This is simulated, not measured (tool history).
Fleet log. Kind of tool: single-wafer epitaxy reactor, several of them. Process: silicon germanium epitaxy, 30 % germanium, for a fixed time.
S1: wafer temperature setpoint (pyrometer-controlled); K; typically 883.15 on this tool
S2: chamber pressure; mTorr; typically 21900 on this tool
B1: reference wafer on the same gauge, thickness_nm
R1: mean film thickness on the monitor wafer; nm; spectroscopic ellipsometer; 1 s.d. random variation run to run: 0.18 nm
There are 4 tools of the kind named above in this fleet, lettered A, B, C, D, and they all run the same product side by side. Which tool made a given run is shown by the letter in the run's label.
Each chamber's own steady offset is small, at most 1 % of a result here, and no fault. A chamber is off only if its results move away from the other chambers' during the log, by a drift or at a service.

{"run": "1A", "hour": 11.4, "S1": 883.15, "S2": 21900, "B1": 76.805, "R1": 73.109}
{"run": "2B", "hour": 23.3, "S1": 883.15, "S2": 21900, "B1": 76.794, "R1": 73.931}
{"run": "3C", "hour": 30.4, "S1": 883.15, "S2": 21900, "B1": 76.772, "R1": 72.763}
{"run": "4D", "hour": 42.3, "S1": 883.15, "S2": 21900, "B1": 76.809, "R1": 73.474}
{"run": "5D", "hour": 49.6, "S1": 883.15, "S2": 21900, "B1": 76.84, "R1": 73.515}
{"run": "6B", "hour": 60.3, "S1": 883.15, "S2": 21900, "B1": 76.812, "R1": 73.937}
{"run": "7C", "hour": 69.5, "S1": 883.15, "S2": 21900, "B1": 76.791, "R1": 73.122}
{"run": "8A", "hour": 79.9, "S1": 883.15, "S2": 21900, "B1": 76.781, "R1": 73.5}
{"run": "9D", "hour": 91.0, "S1": 883.15, "S2": 21900, "B1": 76.839, "R1": 73.286}
{"run": "10A", "hour": 98.9, "S1": 883.15, "S2": 21900, "B1": 76.834, "R1": 73.023}
{"run": "11B", "hour": 110.5, "S1": 883.15, "S2": 21900, "B1": 76.783, "R1": 73.643}
{"run": "12C", "hour": 118.6, "S1": 883.15, "S2": 21900, "B1": 76.814, "R1": 72.525}
{"run": "13A", "hour": 128.4, "S1": 883.15, "S2": 21900, "B1": 76.769, "R1": 73.416}
{"run": "14C", "hour": 134.6, "S1": 883.15, "S2": 21900, "B1": 76.766, "R1": 73.033}
{"run": "15D", "hour": 146.6, "S1": 883.15, "S2": 21900, "B1": 76.798, "R1": 73.299}
{"run": "16B", "hour": 155.0, "S1": 883.15, "S2": 21900, "B1": 76.791, "R1": 73.873}
{"run": "17D", "hour": 166.9, "S1": 883.15, "S2": 21900, "B1": 76.817, "R1": 73.812}
{"run": "18B", "hour": 177.2, "S1": 883.15, "S2": 21900, "B1": 76.717, "R1": 73.972}
{"run": "19A", "hour": 185.1, "S1": 883.15, "S2": 21900, "B1": 76.785, "R1": 73.335}
{"run": "20C", "hour": 192.0, "S1": 883.15, "S2": 21900, "B1": 76.731, "R1": 73.128}
{"hour": 201.1, "done": "chamber D: pyrometer calibrated"}
{"run": "21D", "hour": 202.9, "S1": 883.15, "S2": 21900, "B1": 76.734, "R1": 73.144}
{"run": "22A", "hour": 208.8, "S1": 883.15, "S2": 21900, "B1": 76.831, "R1": 73.278}
{"run": "23C", "hour": 214.6, "S1": 883.15, "S2": 21900, "B1": 76.791, "R1": 73.196}
{"run": "24B", "hour": 224.1, "S1": 870.15, "S2": 21900, "B1": 76.806, "R1": 58.513}
{"run": "25D", "hour": 230.5, "S1": 870.15, "S2": 21900, "B1": 76.806, "R1": 57.953}
{"run": "26B", "hour": 236.7, "S1": 870.15, "S2": 21900, "B1": 76.844, "R1": 58.341}
{"hour": 242.0, "done": "chamber B: capacitance manometer re-zeroed and calibrated"}
{"run": "27C", "hour": 243.5, "S1": 870.15, "S2": 21900, "B1": 76.793, "R1": 57.413}
{"run": "28A", "hour": 250.6, "S1": 883.15, "S2": 21900, "B1": 76.795, "R1": 73.294}
{"run": "29C", "hour": 256.0, "S1": 883.15, "S2": 21900, "B1": 76.768, "R1": 73.178}
{"run": "30B", "hour": 265.1, "S1": 883.15, "S2": 21900, "B1": 76.775, "R1": 74.079}
{"run": "31D", "hour": 272.7, "S1": 883.15, "S2": 21900, "B1": 76.825, "R1": 73.419}
{"run": "32A", "hour": 283.7, "S1": 883.15, "S2": 21900, "B1": 76.799, "R1": 73.468}
{"run": "33A", "hour": 291.7, "S1": 883.15, "S2": 21900, "B1": 76.802, "R1": 73.684}
{"run": "34B", "hour": 297.2, "S1": 883.15, "S2": 21900, "B1": 76.804, "R1": 73.857}
{"run": "35D", "hour": 306.4, "S1": 883.15, "S2": 21900, "B1": 76.779, "R1": 73.472}
{"run": "36C", "hour": 313.2, "S1": 883.15, "S2": 21900, "B1": 76.807, "R1": 72.848}
{"run": "37C", "hour": 325.2, "S1": 883.15, "S2": 21900, "B1": 76.792, "R1": 72.973}
{"run": "38B", "hour": 333.3, "S1": 883.15, "S2": 21900, "B1": 76.826, "R1": 73.932}
{"run": "39A", "hour": 342.7, "S1": 883.15, "S2": 21900, "B1": 76.802, "R1": 73.334}
{"run": "40D", "hour": 354.2, "S1": 883.15, "S2": 21900, "B1": 76.843, "R1": 73.395}
{"run": "41D", "hour": 366.3, "S1": 883.15, "S2": 21900, "B1": 76.852, "R1": 73.549}
{"run": "42B", "hour": 373.2, "S1": 883.15, "S2": 21900, "B1": 76.803, "R1": 73.941}

The same settings go to every chamber for the next run, one line per chamber below. Forecast the results for each:
{"run": "43A", "hour": 381.9, "S1": 883.15, "S2": 21900, "R1": "?"}
{"run": "43B", "hour": 381.9, "S1": 883.15, "S2": 21900, "R1": "?"}
{"run": "43C", "hour": 381.9, "S1": 883.15, "S2": 21900, "R1": "?"}
{"run": "43D", "hour": 381.9, "S1": 883.15, "S2": 21900, "R1": "?"}

run=43A R1=73.271
run=43B R1=73.979
run=43C R1=72.831
run=43D R1=73.427

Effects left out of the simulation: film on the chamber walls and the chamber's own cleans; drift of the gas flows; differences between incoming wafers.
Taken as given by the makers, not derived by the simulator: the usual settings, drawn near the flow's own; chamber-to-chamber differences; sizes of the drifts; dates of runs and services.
